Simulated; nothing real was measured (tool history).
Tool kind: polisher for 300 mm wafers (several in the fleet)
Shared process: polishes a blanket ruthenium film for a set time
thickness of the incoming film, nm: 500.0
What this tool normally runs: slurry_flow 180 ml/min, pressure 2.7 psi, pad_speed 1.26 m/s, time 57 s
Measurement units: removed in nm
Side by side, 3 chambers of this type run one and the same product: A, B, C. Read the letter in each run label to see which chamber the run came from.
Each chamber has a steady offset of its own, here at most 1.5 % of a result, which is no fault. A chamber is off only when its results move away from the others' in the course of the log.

At hour 3.5: chamber B: worn pad replaced by a new one.
Run 1B, hour 9.8: usual settings. Result: removed 93.709 nm.
Run 2A, hour 20.5: usual settings. Result: removed 92.047 nm.
Run 3C, hour 34.5: usual settings. Result: removed 90.721 nm.
Run 4B, hour 48.1: usual settings. Result: removed 93.304 nm.
Run 5C, hour 60.1: usual settings. Result: removed 92.505 nm.
At hour 63.7: chamber A: worn pad replaced by a new one.
Run 6A, hour 71.6: usual settings. Result: removed 91.606 nm.
Run 7C, hour 83.1: usual settings. Result: removed 91.122 nm.
Run 8A, hour 97.2: usual settings. Result: removed 92.333 nm.
Run 9B, hour 105.6: usual settings. Result: removed 94.191 nm.
At hour 112.2: chamber C: head pressure recalibrated.
Run 10B, hour 118.5: usual settings. Result: removed 92.629 nm.
Run 11C, hour 129.7: usual settings but pad_speed 0.90 m/s, time 44 s. Result: removed 50.415 nm.
Run 12A, hour 141.8: usual settings but pad_speed 0.90 m/s, time 44 s. Result: removed 51.602 nm.
Run 13B, hour 148.5: usual settings but pad_speed 0.90 m/s, time 44 s. Result: removed 50.507 nm.
Run 14A, hour 157.1: usual settings. Result: removed 92.589 nm.
Run 15C, hour 167.9: usual settings. Result: removed 91.984 nm.
At hour 176.6: chamber C: slurry nozzle cleaned.
Run 16A, hour 179.6: usual settings. Result: removed 92.550 nm.
At hour 183.8: chamber A: worn pad replaced by a new one.
Run 17B, hour 192.4: usual settings but pad_speed 1.60 m/s, time 70 s. Result: removed 145.100 nm.
At hour 198.8: chamber B: worn pad replaced by a new one.
Run 18C, hour 203.0: usual settings but pad_speed 1.60 m/s, time 70 s. Result: removed 141.420 nm.
At hour 206.8: chamber A: slurry nozzle cleaned.
Run 19C, hour 213.6: usual settings but pad_speed 1.60 m/s, time 70 s. Result: removed 141.150 nm.
Run 20B, hour 222.5: usual settings. Result: removed 92.895 nm.
At hour 230.3: chamber B: slurry nozzle cleaned.
Run 21A, hour 236.3: usual settings. Result: removed 92.068 nm.
Run 22C, hour 250.0: usual settings. Result: removed 89.897 nm.
Run 23B, hour 258.2: usual settings. Result: removed 93.425 nm.
Run 24A, hour 265.2: usual settings. Result: removed 92.068 nm.
Run 25C, hour 277.0: usual settings. Result: removed 88.325 nm.
Run 26B, hour 285.1: usual settings. Result: removed 92.110 nm.
Run 27A, hour 298.5: usual settings. Result: removed 93.100 nm.
At hour 301.9: chamber A: worn pad replaced by a new one.
Run 28A, hour 307.7: usual settings. Result: removed 92.474 nm.
Run 29C, hour 316.2: usual settings. Result: removed 87.462 nm.
Run 30B, hour 328.9: usual settings but slurry_flow 160 ml/min, pad_speed 1.50 m/s. Result: removed 109.290 nm.
Run 31A, hour 340.9: usual settings but slurry_flow 160 ml/min, pad_speed 1.50 m/s. Result: removed 107.720 nm.
Run 32B, hour 353.8: usual settings but slurry_flow 160 ml/min, pad_speed 1.50 m/s. Result: removed 107.490 nm.
Run 33C, hour 363.0: usual settings. Result: removed 86.864 nm.
Run 34C, hour 372.6: usual settings. Result: removed 86.240 nm.
At hour 374.8: chamber B: worn pad replaced by a new one.
Run 35A, hour 386.3: usual settings. Result: removed 91.859 nm.
At hour 395.4: chamber C: slurry nozzle cleaned.
Run 36B, hour 397.7: usual settings. Result: removed 92.900 nm.
At hour 405.5: chamber A: worn pad replaced by a new one.
Run 37B, hour 409.5: usual settings. Result: removed 93.212 nm.
At hour 420.0: chamber A: head pressure recalibrated.
Run 38A, hour 420.7: usual settings. Result: removed 92.666 nm.
Run 39C, hour 428.2: usual settings. Result: removed 85.924 nm.
Run 40C, hour 441.6: usual settings but pad_speed 1.10 m/s, time 65 s. Result: removed 84.920 nm.
Run 41A, hour 448.8: usual settings but pad_speed 1.10 m/s, time 65 s. Result: removed 92.679 nm.
Run 42B, hour 460.8: usual settings but pad_speed 1.10 m/s, time 65 s. Result: removed 92.212 nm.
Run 43B, hour 473.7: usual settings. Result: removed 91.758 nm.

All 3 chambers run these settings next. Forecast each chamber's results:
Run 44A, hour 484.5: usual settings. Result: removed ?.
Run 44B, hour 484.5: usual settings. Result: removed ?.
Run 44C, hour 484.5: usual settings. Result: removed ?.

run  removed
44A   92.224
44B   92.973
44C   84.324
